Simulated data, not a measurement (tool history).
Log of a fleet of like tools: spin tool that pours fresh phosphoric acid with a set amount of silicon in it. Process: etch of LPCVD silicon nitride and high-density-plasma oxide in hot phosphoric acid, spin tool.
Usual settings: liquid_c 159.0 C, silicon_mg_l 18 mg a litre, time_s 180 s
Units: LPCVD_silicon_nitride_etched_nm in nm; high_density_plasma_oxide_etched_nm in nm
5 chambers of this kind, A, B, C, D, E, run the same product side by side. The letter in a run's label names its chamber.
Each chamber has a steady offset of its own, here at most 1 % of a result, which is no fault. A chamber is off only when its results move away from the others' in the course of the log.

| run | hour | liquid_c | silicon_mg_l | time_s | read-back film thickness of the LPCVD silicon nitride reference wafer, read on the same gauge (nm) | read-back film thickness of the high-density-plasma oxide reference wafer, read on the same gauge (nm) | LPCVD_silicon_nitride_etched_nm | high_density_plasma_oxide_etched_nm |
|---|---|---|---|---|---|---|---|---|
| 1D | 8.6 | 159.0 | 18 | 180 | 129.99 | 100.030 | 15.8680 | 0.249600 |
| 2C | 15.2 | 159.0 | 18 | 180 | 130.04 | 99.994 | 16.0210 | 0.289080 |
| 3E | 20.9 | 159.0 | 18 | 180 | 130.01 | 100.030 | 15.8530 | 0.235010 |
| 4A | 26.3 | 159.0 | 18 | 180 | 130.00 | 100.010 | 16.1450 | 0.229930 |
| 5B | 34.0 | 159.0 | 18 | 180 | 129.99 | 100.010 | 16.3360 | 0.286640 |
| 6C | 42.5 | 159.0 | 18 | 180 | 129.96 | 100.020 | 16.1540 | 0.266870 |
| 7A | 48.3 | 159.0 | 18 | 180 | 130.00 | 99.985 | 16.0140 | 0.257220 |
| 8B | 56.2 | 159.0 | 18 | 180 | 129.98 | 100.020 | 16.3090 | 0.260430 |
| 9D | 61.4 | 159.0 | 18 | 180 | 129.99 | 100.010 | 16.0880 | 0.260830 |
| 10E | 70.3 | 159.0 | 18 | 180 | 129.96 | 99.970 | 15.9770 | 0.306900 |
| 11A | 80.0 | 159.0 | 18 | 180 | 130.02 | 100.020 | 16.0890 | 0.269440 |
| 12D | 87.4 | 159.0 | 18 | 180 | 130.02 | 99.988 | 16.2530 | 0.250520 |
| 13C | 93.3 | 159.0 | 18 | 180 | 130.00 | 99.980 | 15.8170 | 0.273160 |
| 14B | 101.4 | 161.0 | 18 | 270 | 129.98 | 99.973 | 25.6910 | 0.484530 |
| 15E | 108.3 | 161.0 | 18 | 270 | 129.97 | 99.996 | 25.9460 | 0.449310 |
| 16E | 117.0 | 161.0 | 18 | 270 | 130.00 | 99.996 | 25.8380 | 0.493340 |
| 17B | 126.7 | 161.0 | 18 | 270 | 130.01 | 100.010 | 25.1770 | 0.493360 |
| 18A | 134.7 | 161.0 | 18 | 270 | 130.04 | 99.986 | 25.5960 | 0.522010 |
| 19D | 139.4 | 157.0 | 18 | 80 | 129.98 | 99.989 | 6.5259 | 0.122590 |
| 20C | 144.7 | 157.0 | 18 | 80 | 129.99 | 100.020 | 6.6642 | 0.103790 |
| 21A | 153.6 | 157.0 | 18 | 80 | 130.01 | 99.977 | 6.6550 | 0.107720 |
| 22B | 160.2 | 157.0 | 18 | 80 | 130.00 | 99.993 | 6.7259 | 0.076876 |
| 23D | 169.6 | 157.0 | 18 | 80 | 130.00 | 99.978 | 6.5284 | 0.091241 |
| 24C | 176.3 | 159.0 | 18 | 180 | 130.02 | 99.989 | 16.1180 | 0.270710 |
| 25E | 185.1 | 159.0 | 18 | 180 | 130.01 | 100.000 | 15.9690 | 0.302690 |
| 26D | 194.2 | 159.0 | 18 | 180 | 129.98 | 100.020 | 16.0580 | 0.296830 |
| 27B | 203.4 | 159.0 | 18 | 180 | 130.01 | 99.993 | 16.2290 | 0.283300 |
| 28A | 210.2 | 159.0 | 18 | 180 | 130.00 | 99.979 | 15.9630 | 0.286760 |
| 29C | 217.9 | 159.0 | 18 | 180 | 129.99 | 99.970 | 15.9090 | 0.262030 |
| 30E | 227.1 | 157.5 | 18 | 90 | 129.99 | 99.995 | 7.5832 | 0.118010 |
| 31E | 234.4 | 157.5 | 18 | 90 | 130.01 | 99.988 | 7.5402 | 0.121320 |
| 32B | 239.8 | 157.5 | 18 | 90 | 130.01 | 100.020 | 7.7316 | 0.132650 |
| 33D | 247.8 | 157.5 | 18 | 90 | 129.99 | 99.973 | 7.4703 | 0.114740 |
| 34A | 253.4 | 157.5 | 18 | 90 | 129.96 | 100.030 | 7.6202 | 0.127650 |
| 35C | 262.2 | 159.0 | 18 | 180 | 129.99 | 99.987 | 16.1050 | 0.267770 |
| 36C | 271.8 | 159.0 | 18 | 180 | 129.97 | 99.947 | 15.9970 | 0.271650 |

Next, every chamber runs the same settings. What will each give?
| 37A | 279.1 | 156.5 | 18 | 180 |  |  | ? | ? |
| 37B | 279.1 | 156.5 | 18 | 180 |  |  | ? | ? |
| 37C | 279.1 | 156.5 | 18 | 180 |  |  | ? | ? |
| 37D | 279.1 | 156.5 | 18 | 180 |  |  | ? | ? |
| 37E | 279.1 | 156.5 | 18 | 180 |  |  | ? | ? |

| run | LPCVD_silicon_nitride_etched_nm | high_density_plasma_oxide_etched_nm |
|---|---|---|
| 37A | 14.5340 | 0.193910 |
| 37B | 14.9390 | 0.183670 |
| 37C | 14.6130 | 0.206130 |
| 37D | 14.3590 | 0.207040 |
| 37E | 14.7080 | 0.192150 |

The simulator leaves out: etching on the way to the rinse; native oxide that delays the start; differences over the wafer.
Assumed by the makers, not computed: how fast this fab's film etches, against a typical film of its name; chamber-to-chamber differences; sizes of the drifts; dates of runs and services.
